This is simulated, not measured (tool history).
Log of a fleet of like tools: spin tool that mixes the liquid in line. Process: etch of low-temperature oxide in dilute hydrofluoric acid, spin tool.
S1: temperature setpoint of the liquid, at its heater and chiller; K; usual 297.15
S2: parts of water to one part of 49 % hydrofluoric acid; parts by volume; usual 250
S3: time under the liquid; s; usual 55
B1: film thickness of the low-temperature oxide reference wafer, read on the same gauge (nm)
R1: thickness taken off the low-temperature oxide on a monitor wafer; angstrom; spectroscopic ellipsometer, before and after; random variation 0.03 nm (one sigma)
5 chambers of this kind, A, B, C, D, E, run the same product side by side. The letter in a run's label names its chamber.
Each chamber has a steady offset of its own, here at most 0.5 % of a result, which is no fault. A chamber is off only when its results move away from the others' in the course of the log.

run     day      S1   S2  S3      B1      R1
 1D   0.242  297.15  250  55  140.03  39.005
 2B   0.558  297.15  250  55  140.03  39.379
 3A   0.829  297.15  250  55  140.03      39
 4E   1.021  297.15  250  55  140.02  39.077
 5C   1.233  301.15  250  85  139.97  69.596
 6E   1.421  301.15  250  85     140   69.22
 7B   1.617  301.15  250  85  140.01   69.36
 8D   1.896  301.15  250  85     140  69.849
 9C   2.179  301.15  250  85     140  69.812
10A   2.354  297.15  250  55     140  38.894
11A   2.679  297.15  250  55  139.99  38.984
12D       3  297.15  250  55  140.02  38.813
13B   3.171  297.15  250  55  139.97  39.024
14E   3.404  297.15  250  80  140.01  56.981
15C   3.608  297.15  250  80  139.98  56.771
16D   3.833  297.15  250  80  139.99  56.816
17E   4.112  297.15  250  80     140  56.535
18C   4.421  297.15  250  80  139.98  57.402
19A   4.675  297.15  330  40  139.97  20.069
20B   4.975  297.15  330  40  140.04  19.582
21D     5.3  297.15  330  40  140.04  19.744
22E   5.517  297.15  330  40  140.01  20.096
23C   5.788  297.15  330  40     140  19.718
24A   6.133  297.15  250  55  140.04  39.047
25B   6.417  297.15  250  55  139.99  37.844
26D   6.742  297.15  250  55  139.99  38.888
27A   7.033  297.15  250  55     140  39.346
28B   7.288  297.15  250  55  140.06   37.31
29E   7.604  297.15  250  55  140.05  39.247
30C   7.875  297.15  250  55     140  39.138
31E   8.171  297.15  250  70  140.01  49.047
32A   8.358  297.15  250  70  139.98  49.285
      8.546  -- chamber C: hydrofluoric acid flow meter replaced
33C   8.633  297.15  250  70  139.97   50.21
34B   8.908  297.15  250  70  139.98  47.124
      9.204  -- chamber A: hydrofluoric acid flow meter replaced
35D   9.221  297.15  250  70  140.03  50.074
36E   9.458  297.15  250  55     140  39.124
37B   9.662  297.15  250  55     140    36.9
38D   9.967  297.15  250  55     140  38.681
39C  10.221  297.15  250  55  139.95  38.836
40A  10.529  297.15  150  55  139.99  72.531
41D  10.846  297.15  150  55  140.03  72.165
42B  11.112  297.15  150  55  140.01  66.132
43C  11.458  297.15  150  55  139.97  73.958
44E  11.729  297.15  150  55  140.01  72.384

Is one chamber off against the others, does the gauge drift, or is nothing wrong? If a chamber is off, say which, and what the likeliest cause is.

Chamber B drifts away from the others.
Cause: hydrofluoric acid flow below the setpoint (%) = 8.33.
The log may not tell that from: liquid colder than its thermometer reads (K).

Here are 4 candidates for chamber B's next run, each the usual settings with a change, their results left as question marks. Which one brings its results back in line with what the others give on the usual settings?
In line means no further than this from the other chambers' mean on the usual settings: R1 1 angstrom
45B-1  11.979  297.65  215  55       ?
45B-2  11.979  297.15  295  55       ?
45B-3  11.979  300.15  250  55       ?
45B-4  11.979  296.65  250  50       ?

The other chambers' mean on the usual settings: R1 39.109 angstrom
  run      R1
45B-1  43.324
45B-2  28.399
45B-3   39.02
45B-4  31.418
45B-3 brings the chamber back in line.
